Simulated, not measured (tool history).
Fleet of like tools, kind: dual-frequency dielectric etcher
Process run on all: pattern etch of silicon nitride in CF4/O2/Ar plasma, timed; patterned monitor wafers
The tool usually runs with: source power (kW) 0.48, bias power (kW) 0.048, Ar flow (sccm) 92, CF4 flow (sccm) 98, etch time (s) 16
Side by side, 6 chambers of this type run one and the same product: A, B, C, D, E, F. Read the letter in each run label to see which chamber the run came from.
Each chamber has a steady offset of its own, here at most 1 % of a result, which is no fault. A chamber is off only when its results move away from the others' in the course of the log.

run   hour  source power (kW)  bias power (kW)  Ar flow (sccm)  CF4 flow (sccm)  etch time (s)  hours since the last wet clean  hours since the last source power generator calibration  hours since the last bias power generator calibration  hours since the last Ar flow controller change  hours since the last CF4 flow controller change  read-back reference wafer on the same gauge, depth_nm  mean etch depth across the wafer (Å)
 1E      7               0.48            0.048              92               98             16                           427.3                                                   2162.8                                                    302                                          1262.9                                           1350.1                                                 26.213                                294.16
 2C   14.8               0.48            0.048              92               98             16                           160.8                                                   1276.7                                                 1992.4                                          4097.5                                           3689.9                                                  26.22                                 292.3
 3B   23.1               0.48            0.048              92               98             16                           118.3                                                   3852.3                                                 2047.8                                          4322.3                                           1762.2                                                 26.153                                291.34
 4A   29.4               0.48            0.048              92               98             16                           235.8                                                   2344.8                                                  574.4                                           925.4                                           4261.1                                                 26.157                                291.67
 5F   35.2               0.48            0.048              92               98             16                           563.4                                                   2295.3                                                 2070.3                                           921.2                                           3270.9                                                 26.181                                 291.4
 6D   42.9               0.48            0.048              92               98             16                             391                                                   3034.6                                                 1375.2                                          3187.8                                            544.8                                                 26.225                                 291.5
 7B   52.5               0.48            0.048              92               98             16                           147.7                                                   3881.7                                                 2077.2                                          4351.7                                           1791.6                                                 26.175                                290.98
 8F   60.7               0.48            0.048              92               98             16                           588.9                                                   2320.8                                                 2095.8                                           946.7                                           3296.4                                                 26.165                                292.09
 9C   65.7               0.48            0.048              92               98             16                           211.7                                                   1327.6                                                 2043.3                                          4148.4                                           3740.8                                                 26.233                                289.27
      68.8  -- chamber F: wet clean of the chamber
10E   74.4               0.48            0.048              92               98             16                           494.7                                                   2230.2                                                  369.4                                          1330.3                                           1417.5                                                  26.17                                293.29
11D     81               0.48            0.048              92               98             16                           429.1                                                   3072.7                                                 1413.3                                          3225.9                                            582.9                                                 26.191                                291.35
12A   85.7               0.48            0.048              92               98             16                           292.1                                                   2401.1                                                  630.7                                           981.7                                           4317.4                                                 26.227                                291.33
13C   96.2               0.48            0.048              92               98             16                           242.2                                                   1358.1                                                 2073.8                                          4178.9                                           3771.3                                                 26.204                                285.75
      96.3  -- chamber E: wet clean of the chamber
14E  103.6               0.48            0.048              92               98             16                             7.4                                                   2259.4                                                  398.6                                          1359.5                                           1446.7                                                 26.196                                293.31
15B  113.7               0.48            0.048              92               98             16                           208.9                                                   3942.9                                                 2138.4                                          4412.9                                           1852.8                                                 26.225                                291.89
16A  123.1               0.48            0.048              92               98             16                           329.5                                                   2438.5                                                  668.1                                          1019.1                                           4354.8                                                 26.179                                293.35
17F  128.8               0.48            0.048              92               98             16                              60                                                   2388.9                                                 2163.9                                          1014.8                                           3364.5                                                 26.222                                290.38
18D  134.2               0.48            0.048              92               98             16                           482.3                                                   3125.9                                                 1466.5                                          3279.1                                            636.1                                                 26.225                                292.38
19F    143               0.48            0.048              92               98             16                            74.2                                                   2403.1                                                 2178.1                                            1029                                           3378.7                                                 26.189                                292.57
20E  152.7               0.48            0.048              92               98             16                            56.5                                                   2308.5                                                  447.7                                          1408.6                                           1495.8                                                 26.219                                297.01
21A  161.1               0.48            0.048              92               98             16                           367.5                                                   2476.5                                                  706.1                                          1057.1                                           4392.8                                                 26.211                                291.27
22B  170.9               0.48            0.048              92               98             16                           266.1                                                   4000.1                                                 2195.6                                          4470.1                                             1910                                                 26.226                                292.44
23C  176.1               0.48            0.048              92               98             16                           322.1                                                     1438                                                 2153.7                                          4258.8                                           3851.2                                                 26.221                                288.27
24D  181.5               0.48            0.048              92               98             16                           529.6                                                   3173.2                                                 1513.8                                          3326.4                                            683.4                                                  26.21                                292.82
25D  188.1               0.48            0.048              92               98             16                           536.2                                                   3179.8                                                 1520.4                                            3333                                              690                                                 26.243                                290.74
     190.3  -- chamber A: wet clean of the chamber
     194.8  -- chamber D: wet clean of the chamber
26E  195.2               0.48            0.048              92               98             16                              99                                                     2351                                                  490.2                                          1451.1                                           1538.3                                                 26.218                                289.91
27F  200.7               0.48            0.048              92               98             16                           131.9                                                   2460.8                                                 2235.8                                          1086.7                                           3436.4                                                 26.166                                291.72
28C  210.7               0.48            0.048              92               98             16                           356.7                                                   1472.6                                                 2188.3                                          4293.4                                           3885.8                                                 26.208                                289.69
29A  218.6               0.48            0.048              92               98             16                            28.3                                                     2534                                                  763.6                                          1114.6                                           4450.3                                                 26.202                                291.22
30B  226.5               0.48            0.048              92               98             16                           321.7                                                   4055.7                                                 2251.2                                          4525.7                                           1965.6                                                  26.21                                292.44
31A  236.7               0.48            0.048              92               98             16                            46.4                                                   2552.1                                                  781.7                                          1132.7                                           4468.4                                                 26.209                                294.12
32B  244.5               0.48            0.048              92               82           13.5                           339.7                                                   4073.7                                                 2269.2                                          4543.7                                           1983.6                                                 26.193                                240.93
33D    249               0.48            0.048              92               82           13.5                            54.2                                                   3240.7                                                 1581.3                                          3393.9                                            750.9                                                 26.209                                240.63
     253.8  -- chamber C: wet clean of the chamber
34F  258.2               0.48            0.048              92               82           13.5                           189.4                                                   2518.3                                                 2293.3                                          1144.2                                           3493.9                                                  26.17                                 243.6
35E  265.2               0.48            0.048              92               82           13.5                             169                                                     2421                                                  560.2                                          1521.1                                           1608.3                                                 26.201                                241.89
36C  269.9               0.48            0.048              92               82           13.5                            16.2                                                   1531.8                                                 2247.5                                          4352.6                                             3945                                                 26.183                                239.02
37D  280.2               0.48            0.048              92               82           13.5                            85.4                                                   3271.9                                                 1612.5                                          3425.1                                            782.1                                                  26.21                                244.22
38C  289.8               0.48            0.048              92               98             16                            36.1                                                   1551.7                                                 2267.4                                          4372.5                                           3964.9                                                 26.167                                292.77

Which is it: a chamber that has drifted or been left off by a service, a gauge drift common to all chambers, or only each chamber's usual small offset? If a chamber is off, name it and its likeliest cause.

No chamber stands off beyond its own small offset, and the gauge holds steady.
